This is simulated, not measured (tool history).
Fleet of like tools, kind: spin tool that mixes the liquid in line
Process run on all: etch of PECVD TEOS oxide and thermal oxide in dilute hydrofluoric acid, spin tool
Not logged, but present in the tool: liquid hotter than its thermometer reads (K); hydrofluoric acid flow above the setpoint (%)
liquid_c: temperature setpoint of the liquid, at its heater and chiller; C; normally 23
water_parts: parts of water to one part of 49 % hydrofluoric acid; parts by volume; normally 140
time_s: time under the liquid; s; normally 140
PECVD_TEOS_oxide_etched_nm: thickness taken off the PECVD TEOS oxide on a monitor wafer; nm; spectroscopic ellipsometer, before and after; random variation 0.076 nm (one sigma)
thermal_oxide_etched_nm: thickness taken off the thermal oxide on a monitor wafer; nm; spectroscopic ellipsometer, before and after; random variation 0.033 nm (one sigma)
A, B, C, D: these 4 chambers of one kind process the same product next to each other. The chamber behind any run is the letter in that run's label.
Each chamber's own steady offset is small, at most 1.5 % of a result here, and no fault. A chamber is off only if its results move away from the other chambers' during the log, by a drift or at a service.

run   hour  liquid_c  water_parts  time_s  hours since the thermometer was replaced  hours since the hydrofluoric acid flow meter was replaced  read-back film thickness of the PECVD TEOS oxide reference wafer, read on the same gauge (nm)  read-back film thickness of the thermal oxide reference wafer, read on the same gauge (nm)  PECVD_TEOS_oxide_etched_nm  thermal_oxide_etched_nm
 1D    6.0        23          140     140                                    1860.7                                                      418.8                                                                                         39.995                                                                                      139.99                     14.1100                   4.1376
 2B   11.3        23          140     140                                    1411.2                                                      428.2                                                                                         39.983                                                                                      139.99                     14.0040                   4.1814
 3C   15.8        23          140     140                                     180.8                                                      479.0                                                                                         40.038                                                                                      139.99                     13.8920                   4.1253
 4A   21.0        23          140     140                                     624.2                                                      723.1                                                                                         39.998                                                                                      140.00                     14.1080                   4.1259
 5A   26.5        23          140     140                                     629.7                                                      728.6                                                                                         39.987                                                                                      140.01                     14.0040                   4.1343
 6B   30.6        23          140     140                                    1430.5                                                      447.5                                                                                         40.004                                                                                      139.99                     14.2520                   4.2557
      34.2  -- chamber A: thermometer replaced
 7C   37.5        20          195     140                                     202.5                                                      500.7                                                                                         40.008                                                                                      139.97                      8.4654                   2.5389
 8D   43.4        20          195     140                                    1898.1                                                      456.2                                                                                         40.044                                                                                      139.93                      8.5372                   2.4775
 9D   49.6        20          195     140                                    1904.3                                                      462.4                                                                                         39.987                                                                                      140.02                      8.4059                   2.4720
10B   53.3        20          195     140                                    1453.2                                                      470.2                                                                                         40.002                                                                                      139.98                      8.7514                   2.5989
11C   58.4        23          140     140                                     223.4                                                      521.6                                                                                         39.991                                                                                      139.96                     13.8560                   4.1391
12A   64.1        23          140     140                                      29.9                                                      766.2                                                                                         40.006                                                                                      139.96                     14.0590                   4.1515
13B   69.4        23          140     140                                    1469.3                                                      486.3                                                                                         40.012                                                                                      139.97                     14.5780                   4.3099
14D   75.2        23          140     140                                    1929.9                                                      488.0                                                                                         39.958                                                                                      140.01                     14.0880                   4.1098
15A   79.8        23          140     140                                      45.6                                                      781.9                                                                                         39.984                                                                                      140.02                     13.9930                   4.1113
16C   86.1        23          140     140                                     251.1                                                      549.3                                                                                         40.015                                                                                      140.02                     13.9410                   4.0818
17A   92.3        23          140     140                                      58.1                                                      794.4                                                                                         39.977                                                                                      140.01                     14.0190                   4.1498
18C   96.1        19          205     140                                     261.1                                                      559.3                                                                                         40.017                                                                                      139.97                      7.6057                   2.3115
19B  102.7        19          205     140                                    1502.6                                                      519.6                                                                                         40.033                                                                                      139.97                      8.1185                   2.3814
20D  106.2        19          205     140                                    1960.9                                                      519.0                                                                                         39.995                                                                                      139.97                      7.7206                   2.2604
21D  111.0        19          205     140                                    1965.7                                                      523.8                                                                                         40.004                                                                                      140.00                      7.6430                   2.2165
22A  115.4        23          140     140                                      81.2                                                      817.5                                                                                         40.008                                                                                      139.98                     14.0130                   4.1995
23B  119.8        23          140     140                                    1519.7                                                      536.7                                                                                         39.996                                                                                      139.98                     15.0300                   4.4619
24C  124.5        23          140     140                                     289.5                                                      587.7                                                                                         39.986                                                                                      140.04                     13.9310                   4.1173
25B  128.6        23          140     140                                    1528.5                                                      545.5                                                                                         39.986                                                                                      140.03                     15.0500                   4.4719
26C  133.2        23          140     140                                     298.2                                                      596.4                                                                                         40.039                                                                                      139.99                     14.0220                   4.1835

Read the log: is a single chamber off, either drifting away or since a service, is the gauge that measures every chamber drifting, or is nothing wrong beyond small per-chamber offsets? Name any odd chamber and what most likely caused it.

It is chamber B that slowly wanders off from its peers.
Likeliest cause: liquid hotter than its thermometer reads (K) = 2.02.
The log may not separate it from: hydrofluoric acid flow above the setpoint (%).

Below are 4 candidate recipes for chamber B's next run, each the usual settings with a change, their results shown as question marks. Which of them brings B's results back in line with what the other chambers give on the usual settings?
A result is in line if it is within this distance of the other chambers' mean on the usual settings: PECVD_TEOS_oxide_etched_nm 0.2700 nm; thermal_oxide_etched_nm 0.1200 nm
27B-1  138.6        23          130     150                                                                                                                                                                                                                                                                                                                           ?                        ?
27B-2  138.6        23          145     135                                                                                                                                                                                                                                                                                                                           ?                        ?
27B-3  138.6        23          135     145                                                                                                                                                                                                                                                                                                                           ?                        ?
27B-4  138.6        23          150     130                                                                                                                                                                                                                                                                                                                           ?                        ?

Other chambers, usual settings, mean: PECVD_TEOS_oxide_etched_nm 14.0170 nm; thermal_oxide_etched_nm 4.1314 nm
  run  PECVD_TEOS_oxide_etched_nm  thermal_oxide_etched_nm
27B-1                     17.6920                   5.2695
27B-2                     14.0390                   4.1815
27B-3                     16.3770                   4.8777
27B-4                     12.9960                   3.8708
27B-2 puts the chamber back in line with the other chambers.

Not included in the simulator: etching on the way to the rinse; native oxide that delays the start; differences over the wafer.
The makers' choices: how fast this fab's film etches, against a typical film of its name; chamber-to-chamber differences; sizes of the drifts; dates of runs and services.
